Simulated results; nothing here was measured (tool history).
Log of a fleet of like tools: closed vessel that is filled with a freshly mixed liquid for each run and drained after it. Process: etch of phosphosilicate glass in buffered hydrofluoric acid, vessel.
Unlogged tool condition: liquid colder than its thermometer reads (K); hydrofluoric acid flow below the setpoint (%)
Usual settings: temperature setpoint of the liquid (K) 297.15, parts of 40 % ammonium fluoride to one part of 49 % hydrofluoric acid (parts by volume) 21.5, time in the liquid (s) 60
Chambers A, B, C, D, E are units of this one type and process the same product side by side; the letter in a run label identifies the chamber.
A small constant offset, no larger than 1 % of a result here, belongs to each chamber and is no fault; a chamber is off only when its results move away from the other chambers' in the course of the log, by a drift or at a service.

run	hour	temperature setpoint of the liquid (K)	parts of 40 % ammonium fluoride to one part of 49 % hydrofluoric acid (parts by volume)	time in the liquid (s)	hours since the thermometer was replaced	hours since the hydrofluoric acid flow meter was replaced	read-back film thickness of the phosphosilicate glass reference wafer, read on the same gauge (nm)	thickness taken off the phosphosilicate glass on a monitor wafer (angstrom)
# hour 2.3: chamber C: thermometer replaced
1B	6.1	297.15	21.5	60	304.6	1244.6	29.991	1728.2
2A	9.9	297.15	21.5	60	208.7	1174.4	30.016	1721
3C	15.7	297.15	21.5	60	13.5	2101.4	30.005	1719.3
4D	24	297.15	21.5	60	248.8	1424.3	29.982	1723.3
5E	28.8	297.15	21.5	60	240.9	1396.5	29.991	1724.4
6C	33	297.15	21.5	60	30.8	2118.7	29.966	1734.9
7A	36.8	297.15	21.5	60	235.6	1201.3	29.945	1722
8B	44.3	297.15	21.5	60	342.8	1282.8	30.038	1723
9E	49.2	297.15	21.5	60	261.3	1416.9	29.978	1725.7
10D	55.1	297.15	21.5	40	279.9	1455.4	30.038	1150.6
11D	58.9	297.15	21.5	40	283.7	1459.2	29.962	1159
12C	67.3	297.15	21.5	40	65.1	2153	30.01	1152.6
13E	74.2	297.15	21.5	40	286.3	1441.9	29.986	1145.6
14B	80.9	297.15	21.5	40	379.4	1319.4	29.988	1154.6
15A	87.2	297.15	21.5	60	286	1251.7	30.034	1724.2
16D	91.4	297.15	21.5	60	316.2	1491.7	30.005	1724.1
17C	99.7	297.15	21.5	60	97.5	2185.4	29.972	1721.8
18A	108.2	297.15	21.5	60	307	1272.7	29.981	1714.4
19B	116.7	297.15	21.5	60	415.2	1355.2	30.019	1717.1
20E	123.6	297.15	21.5	60	335.7	1491.3	30.002	1723.2
21E	131.2	297.15	21.5	60	343.3	1498.9	29.972	1716.4
22B	135.6	297.15	21.5	60	434.1	1374.1	29.989	1720.6
23A	143	297.15	21.5	60	341.8	1307.5	29.975	1711
# hour 148.2: chamber C: hydrofluoric acid flow meter replaced
24D	151.3	297.15	21.5	75	376.1	1551.6	29.991	2105.7
25C	155.1	297.15	21.5	75	152.9	6.9	29.982	2175.7
26C	160.2	297.15	21.5	75	158	12	30.031	2183.9
27E	165.5	297.15	21.5	75	377.6	1533.2	30.036	2153.8
28D	171.7	297.15	21.5	75	396.5	1572	29.968	2106.7
29B	178.5	297.15	21.5	60	477	1417	30.033	1723.9
30A	184.6	297.15	21.5	60	383.4	1349.1	30.021	1693.7
31D	191.4	297.15	21.5	85	416.2	1591.7	29.944	2379.1
32A	199.6	297.15	21.5	85	398.4	1364.1	30.001	2432.7
33C	205.6	297.15	21.5	85	203.4	57.4	30.02	2457.4
34B	213.5	297.15	21.5	85	512	1452	30	2450.9

All 5 chambers run these settings next. Forecast each chamber's results:
35A	219.6	297.15	21.5	90				?
35B	219.6	297.15	21.5	90				?
35C	219.6	297.15	21.5	90				?
35D	219.6	297.15	21.5	90				?
35E	219.6	297.15	21.5	90				?

run	thickness taken off the phosphosilicate glass on a monitor wafer (angstrom)
35A	2565.4
35B	2582.2
35C	2607.8
35D	2460.4
35E	2603.3

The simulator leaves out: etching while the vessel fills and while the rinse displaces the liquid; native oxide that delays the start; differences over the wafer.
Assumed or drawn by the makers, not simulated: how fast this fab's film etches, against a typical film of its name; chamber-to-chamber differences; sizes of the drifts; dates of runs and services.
